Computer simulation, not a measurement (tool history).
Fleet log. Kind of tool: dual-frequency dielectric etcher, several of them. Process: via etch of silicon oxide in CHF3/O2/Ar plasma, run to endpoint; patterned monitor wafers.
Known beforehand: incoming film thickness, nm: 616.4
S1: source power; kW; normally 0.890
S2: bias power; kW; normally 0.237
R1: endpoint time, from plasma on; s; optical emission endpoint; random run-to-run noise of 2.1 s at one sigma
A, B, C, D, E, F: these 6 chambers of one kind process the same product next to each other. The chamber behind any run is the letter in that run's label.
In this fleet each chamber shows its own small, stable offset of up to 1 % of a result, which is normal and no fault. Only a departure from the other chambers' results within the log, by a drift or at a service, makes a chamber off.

run 1E hour=13.8 | S1=0.890 S2=0.237 | R1=241.21
run 2F hour=25.2 | S1=0.890 S2=0.237 | R1=244.49
run 3C hour=40.1 | S1=0.890 S2=0.237 | R1=242.69
-- hour=54.6 chamber D: wet clean of the chamber
run 4B hour=55.1 | S1=0.890 S2=0.237 | R1=243.72
run 5A hour=65.7 | S1=0.890 S2=0.237 | R1=243.08
run 6D hour=80.3 | S1=0.890 S2=0.237 | R1=245.00
run 7C hour=96.3 | S1=0.890 S2=0.237 | R1=245.21
-- hour=105.7 chamber C: bias power generator calibrated
run 8B hour=110.9 | S1=0.890 S2=0.237 | R1=241.65
run 9E hour=125.9 | S1=0.890 S2=0.237 | R1=243.31
run 10D hour=137.1 | S1=0.890 S2=0.237 | R1=245.85
-- hour=141.3 chamber E: wet clean of the chamber
run 11F hour=146.2 | S1=0.890 S2=0.237 | R1=237.71
run 12A hour=156.9 | S1=0.890 S2=0.237 | R1=239.79
run 13C hour=169.2 | S1=0.890 S2=0.237 | R1=243.93
-- hour=173.9 chamber C: wet clean of the chamber
run 14E hour=185.5 | S1=0.890 S2=0.237 | R1=245.50
run 15F hour=194.9 | S1=0.810 S2=0.287 | R1=233.22
-- hour=209.7 chamber F: wet clean of the chamber
run 16D hour=209.8 | S1=0.810 S2=0.287 | R1=237.11
run 17A hour=225.4 | S1=0.810 S2=0.287 | R1=237.07
-- hour=230.4 chamber A: bias power generator calibrated
run 18B hour=236.5 | S1=0.810 S2=0.287 | R1=239.80
run 19B hour=245.1 | S1=0.810 S2=0.287 | R1=236.40
run 20A hour=254.6 | S1=0.810 S2=0.287 | R1=235.53
run 21C hour=265.3 | S1=0.890 S2=0.237 | R1=245.86
run 22E hour=278.1 | S1=0.790 S2=0.258 | R1=248.33
run 23F hour=290.2 | S1=0.790 S2=0.258 | R1=246.64
run 24D hour=302.2 | S1=0.790 S2=0.258 | R1=245.26
run 25B hour=314.2 | S1=0.790 S2=0.258 | R1=251.89
run 26E hour=327.7 | S1=0.790 S2=0.258 | R1=251.77
run 27C hour=343.1 | S1=0.790 S2=0.258 | R1=246.90
run 28A hour=359.2 | S1=0.890 S2=0.237 | R1=241.97
run 29F hour=366.9 | S1=0.890 S2=0.237 | R1=245.27
run 30D hour=375.5 | S1=0.890 S2=0.237 | R1=246.24
run 31B hour=389.9 | S1=0.890 S2=0.237 | R1=250.32
run 32D hour=398.8 | S1=0.890 S2=0.237 | R1=241.35
run 33E hour=407.0 | S1=0.890 S2=0.237 | R1=243.38
run 34C hour=422.7 | S1=0.890 S2=0.237 | R1=246.17
run 35A hour=435.4 | S1=0.890 S2=0.237 | R1=244.79
-- hour=437.5 chamber B: wet clean of the chamber
-- hour=443.0 chamber D: wet clean of the chamber
run 36F hour=447.4 | S1=0.890 S2=0.237 | R1=242.45
run 37B hour=457.0 | S1=0.890 S2=0.237 | R1=245.80
-- hour=465.2 chamber E: wet clean of the chamber
run 38F hour=467.9 | S1=0.710 S2=0.219 | R1=274.33
run 39C hour=476.2 | S1=0.710 S2=0.219 | R1=270.01
run 40D hour=485.4 | S1=0.710 S2=0.219 | R1=268.34
run 41E hour=494.5 | S1=0.710 S2=0.219 | R1=273.76

All 6 chambers run these settings next. Forecast each chamber's results:
run 42A hour=506.3 | S1=0.760 S2=0.237 | R1=?
run 42B hour=506.3 | S1=0.760 S2=0.237 | R1=?
run 42C hour=506.3 | S1=0.760 S2=0.237 | R1=?
run 42D hour=506.3 | S1=0.760 S2=0.237 | R1=?
run 42E hour=506.3 | S1=0.760 S2=0.237 | R1=?
run 42F hour=506.3 | S1=0.760 S2=0.237 | R1=?

run=42A R1=259.11
run=42B R1=259.65
run=42C R1=259.93
run=42D R1=258.83
run=42E R1=257.05
run=42F R1=258.93
